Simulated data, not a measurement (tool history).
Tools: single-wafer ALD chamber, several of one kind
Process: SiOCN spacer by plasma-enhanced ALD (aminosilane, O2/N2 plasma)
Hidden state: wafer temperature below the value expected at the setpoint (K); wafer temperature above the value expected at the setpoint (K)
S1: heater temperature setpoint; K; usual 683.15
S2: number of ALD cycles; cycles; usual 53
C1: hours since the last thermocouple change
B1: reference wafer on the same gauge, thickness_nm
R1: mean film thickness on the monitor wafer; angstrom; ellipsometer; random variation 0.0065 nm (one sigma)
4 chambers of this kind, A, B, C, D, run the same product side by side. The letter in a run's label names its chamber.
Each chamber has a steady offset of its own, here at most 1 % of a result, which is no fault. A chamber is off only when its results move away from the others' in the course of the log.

run 1C hour=11.1 | S1=683.15 S2=53 | C1=1090.9 | B1=2.6614 | R1=31
run 2D hour=20.5 | S1=683.15 S2=53 | C1=1528.8 | B1=2.6616 | R1=30.883
run 3A hour=28.1 | S1=683.15 S2=53 | C1=1659.5 | B1=2.6599 | R1=30.989
run 4B hour=37.3 | S1=683.15 S2=53 | C1=1232.9 | B1=2.6601 | R1=31.264
run 5B hour=46.3 | S1=683.15 S2=53 | C1=1241.9 | B1=2.6596 | R1=31.099
run 6A hour=54.3 | S1=683.15 S2=53 | C1=1685.7 | B1=2.659 | R1=30.9
run 7C hour=65.5 | S1=692.15 S2=58 | C1=1145.3 | B1=2.6607 | R1=32.894
run 8D hour=74.9 | S1=692.15 S2=58 | C1=1583.2 | B1=2.6596 | R1=32.895
run 9D hour=81.7 | S1=692.15 S2=58 | C1=1590 | B1=2.6597 | R1=32.652
run 10C hour=92.7 | S1=692.15 S2=58 | C1=1172.5 | B1=2.6601 | R1=32.877
run 11B hour=101.1 | S1=683.15 S2=53 | C1=1296.7 | B1=2.66 | R1=31.071
run 12A hour=110.7 | S1=683.15 S2=53 | C1=1742.1 | B1=2.6585 | R1=30.962
run 13C hour=119.5 | S1=683.15 S2=46 | C1=1199.3 | B1=2.661 | R1=26.982
run 14A hour=129.9 | S1=683.15 S2=46 | C1=1761.3 | B1=2.6598 | R1=26.77
run 15B hour=142.6 | S1=683.15 S2=46 | C1=1338.2 | B1=2.6599 | R1=26.976
run 16D hour=154.9 | S1=683.15 S2=46 | C1=1663.2 | B1=2.6608 | R1=26.684
run 17C hour=166.6 | S1=683.15 S2=53 | C1=1246.4 | B1=2.6596 | R1=30.86
run 18D hour=174.4 | S1=683.15 S2=53 | C1=1682.7 | B1=2.6593 | R1=30.723
run 19B hour=186.7 | S1=683.15 S2=53 | C1=1382.3 | B1=2.6601 | R1=31.167
-- hour=188.8 chamber D: thermocouple changed; heater temperature recalibrated
run 20A hour=198.7 | S1=677.15 S2=46 | C1=1830.1 | B1=2.6603 | R1=27.369
run 21B hour=209.3 | S1=677.15 S2=46 | C1=1404.9 | B1=2.6612 | R1=27.434
run 22D hour=218.1 | S1=677.15 S2=46 | C1=29.4 | B1=2.6598 | R1=27.276
-- hour=226 chamber A: thermocouple changed; heater temperature recalibrated
run 23A hour=226.8 | S1=677.15 S2=46 | C1=0.9 | B1=2.6608 | R1=27.386
run 24C hour=238.5 | S1=683.15 S2=53 | C1=1318.3 | B1=2.6605 | R1=31.023
run 25D hour=249.3 | S1=683.15 S2=53 | C1=60.6 | B1=2.6603 | R1=30.887
run 26C hour=256.7 | S1=683.15 S2=53 | C1=1336.5 | B1=2.661 | R1=30.967
run 27B hour=264.5 | S1=678.15 S2=62 | C1=1460.1 | B1=2.6602 | R1=37.098
run 28A hour=276.4 | S1=678.15 S2=62 | C1=50.5 | B1=2.6591 | R1=36.755
run 29D hour=283.2 | S1=678.15 S2=62 | C1=94.5 | B1=2.661 | R1=36.587
run 30C hour=289.7 | S1=678.15 S2=62 | C1=1369.5 | B1=2.6588 | R1=36.692
run 31A hour=300.7 | S1=683.15 S2=53 | C1=74.8 | B1=2.6597 | R1=31.003
run 32B hour=307.3 | S1=683.15 S2=53 | C1=1502.9 | B1=2.6601 | R1=31.021
run 33A hour=316.5 | S1=683.15 S2=53 | C1=90.6 | B1=2.6595 | R1=31.034
run 34B hour=328.8 | S1=683.15 S2=53 | C1=1524.4 | B1=2.6614 | R1=31.134
run 35C hour=341 | S1=683.15 S2=53 | C1=1420.8 | B1=2.6595 | R1=31.026
run 36D hour=349.6 | S1=683.15 S2=48 | C1=160.9 | B1=2.6607 | R1=27.964
run 37A hour=360.5 | S1=683.15 S2=48 | C1=134.6 | B1=2.66 | R1=28.004
run 38B hour=370.8 | S1=683.15 S2=48 | C1=1566.4 | B1=2.6589 | R1=28.133
run 39D hour=380.8 | S1=683.15 S2=48 | C1=192.1 | B1=2.6599 | R1=27.852
run 40C hour=390 | S1=672.15 S2=58 | C1=1469.8 | B1=2.6612 | R1=34.966
run 41A hour=397.9 | S1=672.15 S2=58 | C1=172 | B1=2.6601 | R1=34.794
run 42C hour=405.1 | S1=672.15 S2=58 | C1=1484.9 | B1=2.6595 | R1=34.779

All 4 chambers run these settings next. Forecast each chamber's results:
run 43A hour=414.2 | S1=683.15 S2=48 | R1=?
run 43B hour=414.2 | S1=683.15 S2=48 | R1=?
run 43C hour=414.2 | S1=683.15 S2=48 | R1=?
run 43D hour=414.2 | S1=683.15 S2=48 | R1=?

run=43A R1=27.953
run=43B R1=28.135
run=43C R1=27.977
run=43D R1=27.937

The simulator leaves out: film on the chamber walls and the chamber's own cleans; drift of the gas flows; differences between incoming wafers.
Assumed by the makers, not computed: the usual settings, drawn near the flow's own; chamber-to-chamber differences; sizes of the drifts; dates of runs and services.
